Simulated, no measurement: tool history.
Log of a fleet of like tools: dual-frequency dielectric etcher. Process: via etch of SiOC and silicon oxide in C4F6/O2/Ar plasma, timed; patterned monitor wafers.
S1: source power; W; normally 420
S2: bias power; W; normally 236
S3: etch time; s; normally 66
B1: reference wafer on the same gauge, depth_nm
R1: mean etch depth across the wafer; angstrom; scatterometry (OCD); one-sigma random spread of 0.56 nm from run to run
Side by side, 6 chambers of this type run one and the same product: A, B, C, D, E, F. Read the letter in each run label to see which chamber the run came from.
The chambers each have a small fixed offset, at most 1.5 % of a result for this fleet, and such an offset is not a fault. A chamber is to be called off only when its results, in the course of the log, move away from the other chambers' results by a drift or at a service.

run	hour	S1	S2	S3	B1	R1
# hour 9.6: chamber B: source power generator calibrated
1B	14.2	420	236	66	87.867	831.46
2D	26.2	420	236	66	87.562	839.43
3E	40.6	420	236	66	87.673	839.27
4C	50.2	420	236	66	87.742	842.51
# hour 56: chamber D: source power generator calibrated
5A	61.2	420	236	66	87.851	834.55
6F	76.4	420	236	66	87.675	818.42
7B	84.2	420	236	66	87.844	841.07
8F	92.6	470	262	66	88.047	890.33
9E	104.5	470	262	66	87.828	900.35
10A	119.2	470	262	66	87.826	899.57
11D	135.2	470	262	66	87.866	895.75
12C	145	470	262	66	87.596	901.24
13E	157.6	470	262	66	87.894	896.97
14F	166.8	420	236	66	87.962	824.44
# hour 167: chamber C: wet clean of the chamber
15C	180.4	320	236	73	87.776	824.09
16B	193.4	320	236	73	87.889	828.28
17A	202.3	320	236	73	87.761	826.53
# hour 208.2: chamber D: wet clean of the chamber
18D	218	320	236	73	87.84	836.21
19D	225.4	320	236	73	87.719	834.13
# hour 233.4: chamber A: wet clean of the chamber
20F	234.1	320	236	73	87.826	816.59
21A	249.9	500	236	77.5	87.872	1059.5
# hour 255.7: chamber E: wet clean of the chamber
22B	262.8	500	236	77.5	87.891	1050.7
23E	279.3	500	236	77.5	87.648	1036.7
24C	292.5	500	236	77.5	87.728	1045.3
# hour 302.5: chamber B: wet clean of the chamber
25B	308.9	500	236	77.5	87.871	976.74
26F	318.3	500	236	77.5	87.758	1025.5
27C	325.6	420	236	66	87.781	832.05
28D	340.9	420	236	66	87.91	827.48
# hour 349.3: chamber F: wet clean of the chamber
29E	354.3	420	236	66	87.707	827.45
30A	364.6	350	236	57	87.853	670.83
31D	381.2	350	236	57	87.773	664.08
32A	394.8	350	236	57	87.77	661.4
33F	410.9	350	236	57	87.804	658.31
34E	426.8	350	236	57	87.763	673.83
35C	437.8	350	236	57	88.026	671.94
36B	452.9	420	236	66	87.758	784.55
37E	460.8	420	236	58.5	87.776	736.33
# hour 473.3: chamber C: bias power generator calibrated
38C	473.5	420	236	58.5	87.813	737.28
39A	486.3	420	236	58.5	87.627	733.4
40B	497.2	420	236	58.5	87.837	694.57
41F	512.5	420	236	58.5	87.971	731.36

All chambers now run identical settings, listed one chamber a line with results as question marks. What results will each chamber show?
42A	524.4	420	236	66		?
42B	524.4	420	236	66		?
42C	524.4	420	236	66		?
42D	524.4	420	236	66		?
42E	524.4	420	236	66		?
42F	524.4	420	236	66		?

run	R1
42A	829.04
42B	779.1
42C	833.51
42D	832.13
42E	841.91
42F	817.15
